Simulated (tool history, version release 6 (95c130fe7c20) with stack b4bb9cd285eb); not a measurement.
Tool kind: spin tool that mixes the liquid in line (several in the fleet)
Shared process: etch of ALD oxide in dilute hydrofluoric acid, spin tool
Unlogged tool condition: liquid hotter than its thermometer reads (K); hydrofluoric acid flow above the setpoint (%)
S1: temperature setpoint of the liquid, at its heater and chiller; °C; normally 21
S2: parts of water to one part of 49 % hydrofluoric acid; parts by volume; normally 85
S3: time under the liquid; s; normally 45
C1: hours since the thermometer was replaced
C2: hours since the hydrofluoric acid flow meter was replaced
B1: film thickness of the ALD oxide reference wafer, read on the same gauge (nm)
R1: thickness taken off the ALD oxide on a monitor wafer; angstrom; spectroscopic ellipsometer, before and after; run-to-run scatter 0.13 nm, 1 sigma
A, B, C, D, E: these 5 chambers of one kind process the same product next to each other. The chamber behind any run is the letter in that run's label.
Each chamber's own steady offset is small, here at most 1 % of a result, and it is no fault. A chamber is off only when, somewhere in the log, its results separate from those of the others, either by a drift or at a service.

run,hour,S1,S2,S3,C1,C2,B1,R1
1D,6.8,21,85,45,163.3,772.3,140,160.36
2B,12.4,21,85,45,1500.1,576.4,140,155.64
3C,16.9,21,85,45,1729.1,237,140,155.88
4A,23.5,21,85,45,377.8,1203,140.03,158.68
5E,27.7,21,85,45,1771.5,1314,140.04,157.96
6E,32.6,21,85,45,1776.4,1318.9,140,156.24
7C,36.8,21,85,45,1749,256.9,140.02,156.38
8B,41.7,21,85,45,1529.4,605.7,139.99,157.18
9D,45.8,21,85,45,202.3,811.3,140.05,158.32
10A,51.7,21,85,45,406,1231.2,139.98,155.56
11C,57.9,21,85,45,1770.1,278,139.98,158.21
12B,63.9,21,85,45,1551.6,627.9,140.05,155.5
13A,67.4,21,85,45,421.7,1246.9,139.96,157.33
14E,71.1,21,85,45,1814.9,1357.4,140,155.02
15D,74.6,21,85,45,231.1,840.1,139.97,159.19
16E,79.7,21,85,45,1823.5,1366,139.99,154.88
17B,84.5,23.5,85,25,1572.2,648.5,140.05,96.322
18D,91.5,23.5,85,25,248,857,139.98,98.335
19C,98.6,23.5,85,25,1810.8,318.7,139.98,95.738
20A,104.2,23.5,85,25,458.5,1283.7,139.99,96.401
21B,110.6,23.5,85,25,1598.3,674.6,140.01,95.951
22C,114.2,21,85,45,1826.4,334.3,140,156.21
23D,120.7,21,85,45,277.2,886.2,140,164.04
24E,125,24.5,85,45,1868.8,1411.3,139.98,182.03
25A,130.7,24.5,85,45,485,1310.2,140.04,178.89
# hour 132.5: chamber D: hydrofluoric acid flow meter replaced
26B,135.7,24.5,85,45,1623.4,699.7,139.98,182.06
27D,141.2,24.5,85,45,297.7,8.8,140.01,187.72
28E,147.2,24.5,85,45,1891,1433.5,140,180.6
29C,154.4,21,85,45,1866.6,374.5,140.05,154.85
# hour 157.5: chamber C: hydrofluoric acid flow meter replaced
30A,158.7,21,85,45,513,1338.2,140.03,157.53
31E,165.7,21,85,45,1909.5,1452,140,154.41
32B,170.5,21,85,45,1658.2,734.5,140.04,158.88
33D,178.4,21,105,25,334.9,46,140,73.13
34C,181.9,21,105,25,1894.1,24.4,140.03,68.847
35A,188.5,21,105,25,542.8,1368,140,67.739
36B,193.3,21,105,25,1681,757.3,140.04,67.924

For the next run the whole fleet of 5 chambers uses the same settings. Give each chamber's results:
37A,199,21,85,30,,,,?
37B,199,21,85,30,,,,?
37C,199,21,85,30,,,,?
37D,199,21,85,30,,,,?
37E,199,21,85,30,,,,?

run,R1
37A,106.27
37B,104.12
37C,103.82
37D,112.75
37E,103.4

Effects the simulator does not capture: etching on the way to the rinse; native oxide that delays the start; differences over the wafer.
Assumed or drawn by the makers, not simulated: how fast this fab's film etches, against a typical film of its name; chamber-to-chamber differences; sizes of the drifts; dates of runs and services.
